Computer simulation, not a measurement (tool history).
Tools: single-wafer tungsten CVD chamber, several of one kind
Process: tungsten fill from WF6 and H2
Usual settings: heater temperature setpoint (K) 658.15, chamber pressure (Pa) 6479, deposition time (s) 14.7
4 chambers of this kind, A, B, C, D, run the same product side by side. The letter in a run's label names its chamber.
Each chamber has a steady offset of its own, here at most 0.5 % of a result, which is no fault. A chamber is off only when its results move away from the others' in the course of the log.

run,day,heater temperature setpoint (K),chamber pressure (Pa),deposition time (s),hours since the last thermocouple change,hours since the last manometer calibration,"read-back reference wafer on the same gauge, thickness_nm",mean film thickness on the monitor wafer (angstrom)
1B,0.238,658.15,6479,14.7,1467.1,2423.4,32.63,402.88
2D,0.542,658.15,6479,14.7,841.5,402.7,32.615,401.28
3A,0.788,658.15,6479,14.7,44.6,546.8,32.575,400
4C,1.05,658.15,6479,14.7,1562.7,261.6,32.667,398.24
5D,1.221,658.15,6479,14.7,857.8,419,32.617,404.1
6A,1.425,658.15,7973,14.7,59.9,562.1,32.605,437.14
7B,1.717,658.15,7973,14.7,1502.6,2458.9,32.649,441.2
8C,1.9,658.15,7973,14.7,1583.1,282,32.544,437.66
9D,2.162,658.15,7973,14.7,880.4,441.6,32.552,433.95
10B,2.438,658.15,6479,14.7,1519.9,2476.2,32.58,402.97
11A,2.679,658.15,6479,14.7,90,592.2,32.611,397.08
12C,2.988,658.15,7746,14.7,1609.2,308.1,32.583,430.69
13B,3.271,658.15,7746,14.7,1539.9,2496.2,32.659,434.57
14D,3.483,658.15,7746,14.7,912.1,473.3,32.61,429.9
15A,3.617,658.15,7746,14.7,112.5,614.7,32.546,429.59
16C,3.912,658.15,6479,14.7,1631.4,330.3,32.64,398.21
17A,4.158,658.15,6479,14.7,125.5,627.7,32.606,396.21
18C,4.4,658.15,6479,14.7,1643.1,342,32.611,403.08
19D,4.708,658.15,6479,14.7,941.5,502.7,32.548,401.31
20B,4.892,658.15,5413,16.7,1578.8,2535.1,32.64,416.64
21A,5.117,658.15,5413,16.7,148.5,650.7,32.611,416.98
22C,5.4,658.15,5413,16.7,1667.1,366,32.597,414.95
23D,5.688,658.15,5413,16.7,965,526.2,32.616,419.96
24B,5.904,658.15,6479,14.7,1603.1,2559.4,32.581,398.68
25C,6.192,658.15,6479,14.7,1686.1,385,32.557,399.4

Is one chamber off against the others, does the gauge drift, or is nothing wrong? If a chamber is off, say which, and what the likeliest cause is.

No chamber stands off beyond its own small offset, and the gauge holds steady.

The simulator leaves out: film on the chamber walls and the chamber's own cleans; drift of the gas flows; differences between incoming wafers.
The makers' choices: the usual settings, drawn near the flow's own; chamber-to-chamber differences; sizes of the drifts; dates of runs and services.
